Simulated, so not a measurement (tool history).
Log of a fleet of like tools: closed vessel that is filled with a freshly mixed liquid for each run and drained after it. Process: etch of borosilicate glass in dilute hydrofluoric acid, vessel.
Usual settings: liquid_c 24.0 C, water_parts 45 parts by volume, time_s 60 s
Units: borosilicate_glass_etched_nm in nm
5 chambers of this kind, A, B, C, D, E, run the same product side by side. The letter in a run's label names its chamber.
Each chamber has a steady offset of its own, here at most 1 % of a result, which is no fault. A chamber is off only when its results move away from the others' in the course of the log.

run,hour,liquid_c,water_parts,time_s,"read-back film thickness of the borosilicate glass reference wafer, read on the same gauge (nm)",borosilicate_glass_etched_nm
1A,3.1,24.0,45,60,69.984,41.799
2E,8.6,24.0,45,60,70.001,41.567
3B,13.7,24.0,45,60,69.963,41.851
4C,18.9,24.0,45,60,70.017,41.139
5D,22.6,24.0,45,60,70.014,42.141
6B,27.5,24.0,45,60,70.016,41.509
7A,33.9,24.0,45,60,70.005,42.055
8D,38.8,24.0,45,60,69.996,41.881
9E,42.7,24.0,50,35,69.974,21.850
10C,46.1,24.0,50,35,70.011,22.003
11D,50.5,24.0,50,35,70.007,21.894
12E,53.8,24.0,50,35,69.999,21.343
# hour 56.7: chamber B: thermometer replaced
13A,58.3,24.0,50,35,70.020,21.512
14B,62.9,24.0,45,60,69.953,41.398
15C,66.9,24.0,45,60,69.994,42.008
16D,72.7,24.0,45,60,70.004,42.363
17A,77.6,24.0,45,60,69.999,41.696
18E,82.7,24.0,45,60,70.004,40.835
19B,88.2,24.0,45,60,70.038,41.035
20C,92.2,24.0,45,60,69.993,43.786
21D,97.6,24.0,45,60,70.019,42.029
22C,103.6,24.0,45,60,70.026,43.782
23A,108.7,24.0,45,60,69.967,42.049
24B,114.4,22.0,35,60,69.976,49.083
25E,119.2,22.0,35,60,70.005,49.443
26B,122.8,22.0,35,60,70.035,48.922
27D,127.3,22.0,35,60,70.011,49.655
28E,131.6,22.0,35,60,70.017,49.492
29C,138.0,24.0,45,60,69.970,44.671
30A,143.8,24.0,45,60,70.027,42.235
31A,146.9,24.0,45,60,69.997,41.207
32C,151.1,24.0,45,60,69.981,45.384
# hour 153.1: chamber B: hydrofluoric acid flow meter replaced
33E,154.3,20.5,60,60,70.029,26.311
34D,161.1,20.5,60,60,69.997,26.739
35B,165.6,20.5,60,60,69.986,26.130
36D,169.3,20.5,60,60,69.996,26.356
37E,173.4,20.5,60,60,69.972,26.770
38A,179.8,24.0,45,60,70.007,42.492

All 5 chambers run these settings next. Forecast each chamber's results:
39A,184.7,24.0,45,60,,?
39B,184.7,24.0,45,60,,?
39C,184.7,24.0,45,60,,?
39D,184.7,24.0,45,60,,?
39E,184.7,24.0,45,60,,?

run,borosilicate_glass_etched_nm
39A,42.057
39B,41.298
39C,46.150
39D,41.675
39E,41.890
